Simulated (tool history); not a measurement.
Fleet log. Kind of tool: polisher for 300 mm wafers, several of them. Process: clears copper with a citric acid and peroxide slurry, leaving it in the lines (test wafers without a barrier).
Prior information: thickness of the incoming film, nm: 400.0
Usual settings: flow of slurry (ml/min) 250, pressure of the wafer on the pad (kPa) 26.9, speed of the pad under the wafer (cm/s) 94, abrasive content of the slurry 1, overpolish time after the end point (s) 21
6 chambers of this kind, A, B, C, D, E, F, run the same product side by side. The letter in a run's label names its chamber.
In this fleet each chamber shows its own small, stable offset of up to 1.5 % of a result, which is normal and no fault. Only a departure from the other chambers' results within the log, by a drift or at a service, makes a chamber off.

run    day  flow of slurry (ml/min)  pressure of the wafer on the pad (kPa)  speed of the pad under the wafer (cm/s)  abrasive content of the slurry  overpolish time after the end point (s)  time until the end point was called (s)  dishing of a wide line in a test structure (nm)
     0.125  -- chamber A: slurry blender recalibrated
 1D  0.204                      250                                    26.9                                       94                               1                                       21                                   142.29                                            38.96
 2F   0.35                      250                                    26.9                                       94                               1                                       21                                    142.7                                           39.853
     0.454  -- chamber F: worn pad replaced by a new one
     0.462  -- chamber C: worn pad replaced by a new one
 3C  0.579                      250                                    26.9                                       94                               1                                       21                                   141.87                                           39.389
 4B  0.838                      250                                    26.9                                       94                               1                                       21                                   146.96                                           39.266
     1.054  -- chamber B: slurry nozzle cleaned
 5A  1.162                      250                                    26.9                                       94                               1                                       21                                   140.31                                           39.965
 6E  1.346                      250                                    26.9                                       94                               1                                       21                                   142.89                                           39.799
 7C  1.646                      250                                    26.9                                       94                               1                                       21                                   145.16                                           39.323
 8D  1.988                      250                                    26.9                                       94                               1                                       21                                   141.85                                           40.169
 9B  2.162                      250                                    26.9                                       94                               1                                       21                                      143                                           39.372
     2.292  -- chamber C: slurry blender recalibrated
10F   2.45                      285                                    26.9                                       94                               1                                       21                                   141.34                                           40.428
11A  2.608                      285                                    26.9                                       94                               1                                       21                                   139.87                                           40.585
     2.858  -- chamber D: slurry blender recalibrated
12E  2.908                      285                                    26.9                                       94                               1                                       21                                   139.59                                           40.197
13C  3.208                      285                                    26.9                                       94                               1                                       21                                   140.96                                           40.911
     3.275  -- chamber B: worn pad replaced by a new one
14B  3.408                      285                                    26.9                                       94                               1                                       21                                   141.04                                           39.876
15E  3.617                      285                                    26.9                                       94                               1                                       21                                   139.18                                           40.416
16D  3.888                      250                                    26.9                                       94                               1                                       21                                    146.6                                           40.198
17A  4.146                      250                                    26.9                                       94                               1                                       21                                   141.29                                           40.719
18F  4.304                      250                                    26.9                                       94                               1                                       21                                   144.36                                            39.82
19A  4.533                      250                                    26.9                                       94                               1                                       21                                   142.43                                           39.781
20D  4.742                      250                                    26.9                                       94                               1                                       21                                   144.02                                           39.688
21E  5.008                      250                                    26.9                                       94                               1                                       21                                   142.98                                           39.886
22C  5.221                      250                                    26.9                                       94                               1                                       21                                   143.09                                           40.291
23B  5.388                      250                                    26.9                                       94                               1                                       21                                   145.09                                           39.269
     5.417  -- chamber C: worn pad replaced by a new one
24F  5.696                      250                                    26.9                                       94                               1                                       21                                   143.38                                           39.961
25E  5.958                      250                                    26.9                                       94                               1                                       21                                   146.45                                           39.485
         6  -- chamber B: slurry blender recalibrated
26B  6.221                      250                                    26.9                                       94                            0.85                                       21                                    145.9                                           37.907
27C  6.379                      250                                    26.9                                       94                            0.85                                       21                                   145.76                                           38.449
     6.542  -- chamber A: head pressure recalibrated
28F  6.717                      250                                    26.9                                       94                            0.85                                       21                                   152.61                                           39.064
     6.896  -- chamber F: slurry blender recalibrated
29D  7.046                      250                                    26.9                                       94                            0.85                                       21                                   148.38                                           38.907
     7.175  -- chamber C: slurry nozzle cleaned
30A  7.267                      250                                    26.9                                       94                            0.85                                       21                                   144.48                                           39.422
31E  7.488                      250                                    26.9                                       94                            0.85                                       21                                   150.07                                           38.322
32F  7.742                      250                                    26.9                                       94                               1                                       21                                   143.89                                           40.518
     7.812  -- chamber F: slurry nozzle cleaned
33C   8.05                      190                                    26.9                                       94                             0.7                                       21                                   160.18                                           35.958
     8.171  -- chamber D: slurry nozzle cleaned
34D  8.221                      190                                    26.9                                       94                             0.7                                       21                                   160.02                                           35.893
35A   8.55                      190                                    26.9                                       94                             0.7                                       21                                   159.97                                           37.144
36B  8.888                      190                                    26.9                                       94                             0.7                                       21                                   161.13                                           35.905
37F  9.192                      190                                    26.9                                       94                             0.7                                       21                                   161.05                                           35.785
38B   9.35                      190                                    26.9                                       94                             0.7                                       21                                   160.14                                           36.671
     9.604  -- chamber E: slurry nozzle cleaned
39E  9.612                      250                                    26.9                                       94                               1                                       21                                   141.46                                           39.631
40A  9.762                      250                                    26.9                                       94                               1                                       21                                   142.47                                           40.791

Decide between three cases: one chamber stands off from its peers, the gauge reading all wafers drifts, or nothing is wrong past each chamber's small offset. Where a chamber is off, say which and what most likely put it there.

Nothing is wrong: each chamber keeps only its own small, steady offset and the gauge holds still.

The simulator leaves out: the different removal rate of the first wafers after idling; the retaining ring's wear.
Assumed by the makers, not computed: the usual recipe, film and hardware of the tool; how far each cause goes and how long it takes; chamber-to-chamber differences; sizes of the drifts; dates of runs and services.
